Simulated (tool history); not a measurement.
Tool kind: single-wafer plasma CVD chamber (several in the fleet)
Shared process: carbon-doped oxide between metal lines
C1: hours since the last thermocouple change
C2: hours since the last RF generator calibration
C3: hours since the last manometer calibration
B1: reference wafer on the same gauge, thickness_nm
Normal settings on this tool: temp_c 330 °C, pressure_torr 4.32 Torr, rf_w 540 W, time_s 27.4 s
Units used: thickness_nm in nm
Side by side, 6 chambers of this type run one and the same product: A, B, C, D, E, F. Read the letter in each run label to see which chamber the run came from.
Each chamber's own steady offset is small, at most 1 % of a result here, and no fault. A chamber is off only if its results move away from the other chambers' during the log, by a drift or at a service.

At hour 6.1: chamber A: thermocouple changed; heater temperature recalibrated.
Run 1E, hour 8.2: usual settings; C1 491.8; C2 1374.8; C3 1134.2; B1 142.16. Result: thickness_nm 153.39 nm.
Run 2C, hour 20.3: usual settings; C1 227.9; C2 92.3; C3 248.1; B1 142.11. Result: thickness_nm 155.24 nm.
Run 3B, hour 30.1: usual settings; C1 1536.7; C2 1124.9; C3 421.2; B1 141.85. Result: thickness_nm 154.21 nm.
Run 4F, hour 37.1: usual settings; C1 1343.2; C2 224.5; C3 1069.9; B1 141.87. Result: thickness_nm 152.55 nm.
Run 5A, hour 44.8: usual settings but temp_c 322 °C; C1 38.7; C2 758.5; C3 975.4; B1 141.94. Result: thickness_nm 157.08 nm.
Run 6D, hour 57.1: usual settings but temp_c 322 °C; C1 1122.2; C2 1034.0; C3 2348.9; B1 142.04. Result: thickness_nm 158.60 nm.
Run 7B, hour 63.4: usual settings but temp_c 322 °C; C1 1570.0; C2 1158.2; C3 454.5; B1 141.97. Result: thickness_nm 156.47 nm.
Run 8D, hour 72.6: usual settings but temp_c 322 °C; C1 1137.7; C2 1049.5; C3 2364.4; B1 142.00. Result: thickness_nm 156.46 nm.
Run 9C, hour 80.5: usual settings but temp_c 322 °C; C1 288.1; C2 152.5; C3 308.3; B1 141.98. Result: thickness_nm 159.21 nm.
Run 10A, hour 91.7: usual settings but temp_c 322 °C; C1 85.6; C2 805.4; C3 1022.3; B1 141.97. Result: thickness_nm 158.85 nm.
Run 11E, hour 98.8: usual settings; C1 582.4; C2 1465.4; C3 1224.8; B1 142.12. Result: thickness_nm 151.97 nm.
Run 12F, hour 104.9: usual settings but temp_c 337 °C, time_s 24.7 s; C1 1411.0; C2 292.3; C3 1137.7; B1 141.87. Result: thickness_nm 135.41 nm.
Run 13D, hour 118.2: usual settings but temp_c 337 °C, time_s 24.7 s; C1 1183.3; C2 1095.1; C3 2410.0; B1 142.01. Result: thickness_nm 134.77 nm.
Run 14A, hour 125.3: usual settings but temp_c 337 °C, time_s 24.7 s; C1 119.2; C2 839.0; C3 1055.9; B1 142.18. Result: thickness_nm 135.73 nm.
Run 15B, hour 132.5: usual settings but temp_c 337 °C, time_s 24.7 s; C1 1639.1; C2 1227.3; C3 523.6; B1 141.89. Result: thickness_nm 134.78 nm.
Run 16E, hour 145.3: usual settings but temp_c 337 °C, time_s 24.7 s; C1 628.9; C2 1511.9; C3 1271.3; B1 142.11. Result: thickness_nm 133.80 nm.
Run 17C, hour 158.6: usual settings but temp_c 337 °C, time_s 24.7 s; C1 366.2; C2 230.6; C3 386.4; B1 141.97. Result: thickness_nm 134.93 nm.
Run 18F, hour 165.1: usual settings; C1 1471.2; C2 352.5; C3 1197.9; B1 141.87. Result: thickness_nm 152.91 nm.
At hour 169.4: chamber D: capacitance manometer re-zeroed and calibrated.
Run 19B, hour 175.3: usual settings but temp_c 319 °C; C1 1681.9; C2 1270.1; C3 566.4; B1 141.92. Result: thickness_nm 158.93 nm.
Run 20C, hour 188.6: usual settings but temp_c 319 °C; C1 396.2; C2 260.6; C3 416.4; B1 141.77. Result: thickness_nm 158.42 nm.
Run 21E, hour 200.9: usual settings but temp_c 319 °C; C1 684.5; C2 1567.5; C3 1326.9; B1 141.88. Result: thickness_nm 159.09 nm.
Run 22D, hour 210.4: usual settings but temp_c 319 °C; C1 1275.5; C2 1187.3; C3 41.1; B1 141.90. Result: thickness_nm 157.81 nm.
Run 23A, hour 223.8: usual settings but temp_c 319 °C; C1 217.7; C2 937.5; C3 1154.4; B1 141.96. Result: thickness_nm 158.57 nm.
Run 24F, hour 234.3: usual settings but temp_c 319 °C; C1 1540.4; C2 421.7; C3 1267.1; B1 142.00. Result: thickness_nm 158.21 nm.
Run 25E, hour 244.7: usual settings; C1 728.3; C2 1611.3; C3 1370.7; B1 142.04. Result: thickness_nm 153.78 nm.
At hour 249.8: chamber A: capacitance manometer re-zeroed and calibrated.
Run 26F, hour 254.5: usual settings; C1 1560.6; C2 441.9; C3 1287.3; B1 142.03. Result: thickness_nm 154.32 nm.
Run 27C, hour 264.6: usual settings; C1 472.2; C2 336.6; C3 492.4; B1 142.09. Result: thickness_nm 152.86 nm.
Run 28A, hour 275.8: usual settings; C1 269.7; C2 989.5; C3 26.0; B1 141.77. Result: thickness_nm 152.95 nm.
Run 29B, hour 285.1: usual settings but temp_c 343 °C; C1 1791.7; C2 1379.9; C3 676.2; B1 142.26. Result: thickness_nm 145.57 nm.
Run 30D, hour 298.0: usual settings but temp_c 343 °C; C1 1363.1; C2 1274.9; C3 128.7; B1 141.74. Result: thickness_nm 145.34 nm.
Run 31E, hour 304.9: usual settings but temp_c 343 °C; C1 788.5; C2 1671.5; C3 1430.9; B1 141.94. Result: thickness_nm 146.33 nm.
Run 32D, hour 312.8: usual settings but temp_c 343 °C; C1 1377.9; C2 1289.7; C3 143.5; B1 142.18. Result: thickness_nm 146.30 nm.
Run 33B, hour 320.2: usual settings but temp_c 343 °C; C1 1826.8; C2 1415.0; C3 711.3; B1 142.17. Result: thickness_nm 146.41 nm.
Run 34F, hour 329.3: usual settings but temp_c 343 °C; C1 1635.4; C2 516.7; C3 1362.1; B1 141.99. Result: thickness_nm 147.63 nm.
Run 35C, hour 336.9: usual settings; C1 544.5; C2 408.9; C3 564.7; B1 142.00. Result: thickness_nm 154.94 nm.
Run 36A, hour 346.6: usual settings; C1 340.5; C2 1060.3; C3 96.8; B1 142.06. Result: thickness_nm 152.06 nm.
Run 37D, hour 353.7: usual settings; C1 1418.8; C2 1330.6; C3 184.4; B1 141.96. Result: thickness_nm 153.40 nm.

Has any chamber moved away from the others, gradually or after a service, or does the common gauge drift, or do the chambers differ only by their own small steady offsets? State the chamber and the most likely cause if one applies.

No chamber is off and the gauge is stable; the differences are just each chamber's small, constant offset.
